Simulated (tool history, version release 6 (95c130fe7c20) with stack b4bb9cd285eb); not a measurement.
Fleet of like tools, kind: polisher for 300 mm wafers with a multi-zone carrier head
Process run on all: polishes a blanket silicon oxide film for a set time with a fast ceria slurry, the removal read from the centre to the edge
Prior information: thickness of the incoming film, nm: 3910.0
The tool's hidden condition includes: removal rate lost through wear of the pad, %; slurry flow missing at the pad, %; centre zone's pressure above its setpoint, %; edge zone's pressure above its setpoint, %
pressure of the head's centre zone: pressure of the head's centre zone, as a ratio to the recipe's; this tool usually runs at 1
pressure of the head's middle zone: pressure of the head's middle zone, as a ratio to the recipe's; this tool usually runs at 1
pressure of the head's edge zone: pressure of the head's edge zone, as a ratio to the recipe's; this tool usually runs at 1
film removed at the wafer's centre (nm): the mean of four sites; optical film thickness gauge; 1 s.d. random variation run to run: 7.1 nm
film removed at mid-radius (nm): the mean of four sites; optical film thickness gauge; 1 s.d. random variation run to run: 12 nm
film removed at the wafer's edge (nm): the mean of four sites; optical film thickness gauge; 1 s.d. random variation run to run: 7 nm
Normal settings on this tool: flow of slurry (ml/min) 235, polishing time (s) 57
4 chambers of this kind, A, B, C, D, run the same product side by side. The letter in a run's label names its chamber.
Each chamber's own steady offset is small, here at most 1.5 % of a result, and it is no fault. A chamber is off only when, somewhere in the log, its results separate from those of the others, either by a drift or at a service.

| run | hour | flow of slurry (ml/min) | pressure of the head's centre zone | pressure of the head's middle zone | pressure of the head's edge zone | polishing time (s) | wafers polished on this pad | hours since the slurry nozzle was cleaned | hours since the centre zone pressure was calibrated | hours since the edge zone pressure was calibrated | film removed at the wafer's centre (nm) | film removed at mid-radius (nm) | film removed at the wafer's edge (nm) |
|---|---|---|---|---|---|---|---|---|---|---|---|---|---|
| 1B | 5.8 | 235 | 1 | 1 | 1 | 57 | 271 | 168.1 | 308.8 | 354.3 | 944.62 | 968.26 | 962.89 |
| 2C | 9.9 | 235 | 1 | 1 | 1 | 57 | 293 | 29.5 | 1215.3 | 181.5 | 959.31 | 945.1 | 951.76 |
| 3A | 16.9 | 235 | 1 | 1 | 1 | 57 | 951 | 169.8 | 489.3 | 215 | 959.79 | 954.05 | 967.86 |
| 4D | 22.7 | 235 | 1 | 1 | 1 | 57 | 599 | 440 | 422.2 | 744.2 | 970.22 | 925.09 | 952.68 |
|  | 26.1 | chamber D: worn pad replaced by a new one |
| 5A | 29.3 | 235 | 1 | 1 | 1 | 57 | 1075 | 182.2 | 501.7 | 227.4 | 969.7 | 949.29 | 949.01 |
| 6D | 36.1 | 235 | 1 | 1 | 1 | 57 | 100 | 453.4 | 435.6 | 757.6 | 947.73 | 950.08 | 949.78 |
| 7C | 41.3 | 235 | 1 | 1 | 1 | 57 | 606 | 60.9 | 1246.7 | 212.9 | 944.53 | 965.33 | 942.51 |
|  | 45 | chamber B: worn pad replaced by a new one |
| 8B | 48.8 | 235 | 1 | 1 | 1 | 57 | 38 | 211.1 | 351.8 | 397.3 | 938.09 | 951.18 | 956.19 |
| 9C | 52.4 | 235 | 1 | 1 | 1 | 57 | 717 | 72 | 1257.8 | 224 | 959.12 | 969.91 | 955.34 |
| 10B | 59.7 | 235 | 1.1 | 1 | 1 | 73 | 147 | 222 | 362.7 | 408.2 | 1362.3 | 1226.1 | 1217.9 |
|  | 65.4 | chamber C: centre zone pressure recalibrated |
| 11D | 66.7 | 235 | 1.1 | 1 | 1 | 73 | 405 | 484 | 466.2 | 788.2 | 1349.3 | 1233.1 | 1208.3 |
| 12A | 70.3 | 235 | 1.1 | 1 | 1 | 73 | 1485 | 223.2 | 542.7 | 268.4 | 1345.2 | 1264.1 | 1224.2 |
|  | 70.9 | chamber B: edge zone pressure recalibrated |
| 13A | 74.5 | 235 | 1.1 | 1 | 1 | 73 | 1527 | 227.4 | 546.9 | 272.6 | 1353.3 | 1212.3 | 1230.2 |
|  | 79 | chamber A: worn pad replaced by a new one |
| 14D | 81.5 | 235 | 1 | 1 | 1 | 43 | 553 | 498.8 | 481 | 803 | 718.17 | 723.4 | 720.84 |
|  | 84.8 | chamber C: worn pad replaced by a new one |
|  | 85.8 | chamber D: worn pad replaced by a new one |
| 15C | 88.7 | 235 | 1 | 1 | 1 | 43 | 39 | 108.3 | 23.4 | 260.3 | 710.4 | 719.77 | 715.87 |
| 16B | 93.9 | 235 | 1 | 1 | 1 | 43 | 489 | 256.2 | 396.9 | 23 | 715.88 | 707.94 | 722.21 |
| 17D | 97.7 | 235 | 1 | 1 | 1 | 43 | 119 | 515 | 497.2 | 819.2 | 719.79 | 724.19 | 725.2 |
| 18B | 102.7 | 235 | 1 | 1.05 | 1 | 57 | 577 | 265 | 405.7 | 31.8 | 942.99 | 973.65 | 960.47 |
| 19C | 109.4 | 235 | 1 | 1.05 | 1 | 57 | 246 | 129 | 44.1 | 281 | 955.23 | 1007.8 | 945.57 |
| 20A | 116.1 | 235 | 1 | 1.05 | 1 | 57 | 371 | 269 | 588.5 | 314.2 | 958.38 | 999.47 | 954.67 |
|  | 118.8 | chamber B: worn pad replaced by a new one |
| 21B | 120.1 | 235 | 1 | 1.05 | 1 | 57 | 13 | 282.4 | 423.1 | 49.2 | 950.06 | 1012.2 | 959.53 |
| 22C | 127.1 | 235 | 1 | 1 | 1 | 57 | 423 | 146.7 | 61.8 | 298.7 | 950.95 | 948.35 | 960.26 |
|  | 131.4 | chamber D: centre zone pressure recalibrated |
| 23A | 132.4 | 235 | 1 | 1 | 1 | 57 | 534 | 285.3 | 604.8 | 330.5 | 955.23 | 950 | 958.53 |
| 24D | 137 | 235 | 1 | 1 | 1 | 57 | 512 | 554.3 | 5.6 | 858.5 | 1037.4 | 953.81 | 947.28 |
| 25B | 140.6 | 235 | 1 | 1 | 1 | 57 | 218 | 302.9 | 443.6 | 69.7 | 938.61 | 952.46 | 956.1 |
|  | 141.7 | chamber D: worn pad replaced by a new one |
| 26C | 144.4 | 235 | 1 | 1 | 1 | 57 | 596 | 164 | 79.1 | 316 | 949.71 | 965.75 | 950.26 |
| 27A | 151.2 | 235 | 1 | 1 | 1 | 76 | 722 | 304.1 | 623.6 | 349.3 | 1251.8 | 1279.7 | 1278.1 |
| 28D | 155.4 | 235 | 1 | 1 | 1 | 76 | 137 | 572.7 | 24 | 876.9 | 1397.4 | 1275.7 | 1262.8 |
| 29B | 162.3 | 235 | 1 | 1 | 1 | 76 | 435 | 324.6 | 465.3 | 91.4 | 1257.4 | 1305.9 | 1269.3 |
| 30D | 167.1 | 235 | 1 | 1 | 1 | 76 | 254 | 584.4 | 35.7 | 888.6 | 1394.1 | 1266.2 | 1265.6 |
| 31A | 173.3 | 235 | 1 | 1 | 1 | 57 | 943 | 326.2 | 645.7 | 371.4 | 952.91 | 952.91 | 967.09 |
| 32C | 176.7 | 235 | 1 | 1 | 1 | 57 | 919 | 196.3 | 111.4 | 348.3 | 949.01 | 940.91 | 947.6 |
| 33A | 183.3 | 235 | 1 | 1 | 1 | 57 | 1043 | 336.2 | 655.7 | 381.4 | 957.46 | 963.08 | 959.23 |
|  | 185.5 | chamber C: worn pad replaced by a new one |
| 34C | 190.6 | 235 | 1 | 1 | 1 | 57 | 51 | 210.2 | 125.3 | 362.2 | 949.38 | 935.22 | 947.04 |
|  | 192.9 | chamber B: worn pad replaced by a new one |
| 35B | 194.3 | 285 | 1 | 1 | 1.1 | 57 | 14 | 356.6 | 497.3 | 123.4 | 971.25 | 975.16 | 1018.3 |
| 36D | 199.9 | 285 | 1 | 1 | 1.1 | 57 | 582 | 617.2 | 68.5 | 921.4 | 1074.1 | 959.99 | 1013.2 |
|  | 203 | chamber D: worn pad replaced by a new one |
| 37D | 205.3 | 285 | 1 | 1 | 1.1 | 57 | 23 | 622.6 | 73.9 | 926.8 | 1082.9 | 945.39 | 1020.1 |
| 38B | 209.1 | 285 | 1 | 1 | 1.1 | 57 | 162 | 371.4 | 512.1 | 138.2 | 960.6 | 943.92 | 1025.2 |
| 39C | 215.4 | 235 | 1 | 1 | 1 | 57 | 299 | 235 | 150.1 | 387 | 938.6 | 952.98 | 953.03 |
|  | 220.5 | chamber A: worn pad replaced by a new one |
| 40A | 220.8 | 235 | 1 | 1 | 1 | 57 | 3 | 373.7 | 693.2 | 418.9 | 957.56 | 959.58 | 956.55 |
| 41B | 224.5 | 235 | 1.07 | 1 | 1 | 65 | 316 | 386.8 | 527.5 | 153.6 | 1152 | 1098 | 1094.4 |
| 42C | 232.1 | 235 | 1.07 | 1 | 1 | 65 | 466 | 251.7 | 166.8 | 403.7 | 1148.3 | 1093.5 | 1076.9 |
| 43D | 237.7 | 235 | 1.07 | 1 | 1 | 65 | 347 | 655 | 106.3 | 959.2 | 1289.8 | 1088.1 | 1101.9 |

Read the log: is a single chamber off, either drifting away or since a service, is the gauge that measures every chamber drifting, or is nothing wrong beyond small per-chamber offsets? Name any odd chamber and what most likely caused it.

The work done on chamber D during a service left it standing apart from the others.
Most likely cause: centre zone's pressure above its setpoint, % = 9.28.

Which of the 4 candidates below, each the usual settings with something changed and its results left as question marks, puts chamber D back in line with what the other chambers give on the usual settings?
In line means no further than this from the other chambers' mean on the usual settings: film removed at the wafer's centre (nm) 24; film removed at mid-radius (nm) 41; film removed at the wafer's edge (nm) 24
| 44D-1 | 243.2 | 240 | 1.09 | 0.98 | 0.97 | 57 |  |  |  |  | ? | ? | ? |
| 44D-2 | 243.2 | 235 | 0.97 | 1.01 | 1.01 | 57 |  |  |  |  | ? | ? | ? |
| 44D-3 | 243.2 | 235 | 1.03 | 0.99 | 0.99 | 57 |  |  |  |  | ? | ? | ? |
| 44D-4 | 243.2 | 230 | 0.92 | 1.02 | 1.03 | 57 |  |  |  |  | ? | ? | ? |

On the usual settings, the other chambers give on average: film removed at the wafer's centre (nm) 948; film removed at mid-radius (nm) 955.46; film removed at the wafer's edge (nm) 953.43
| run | film removed at the wafer's centre (nm) | film removed at mid-radius (nm) | film removed at the wafer's edge (nm) |
|---|---|---|---|
| 44D-1 | 1156.5 | 935.62 | 934.12 |
| 44D-2 | 1015.9 | 960.23 | 952.01 |
| 44D-3 | 1084.5 | 942.3 | 942.23 |
| 44D-4 | 955.71 | 966.67 | 959.94 |
44D-4 brings the chamber back in line.
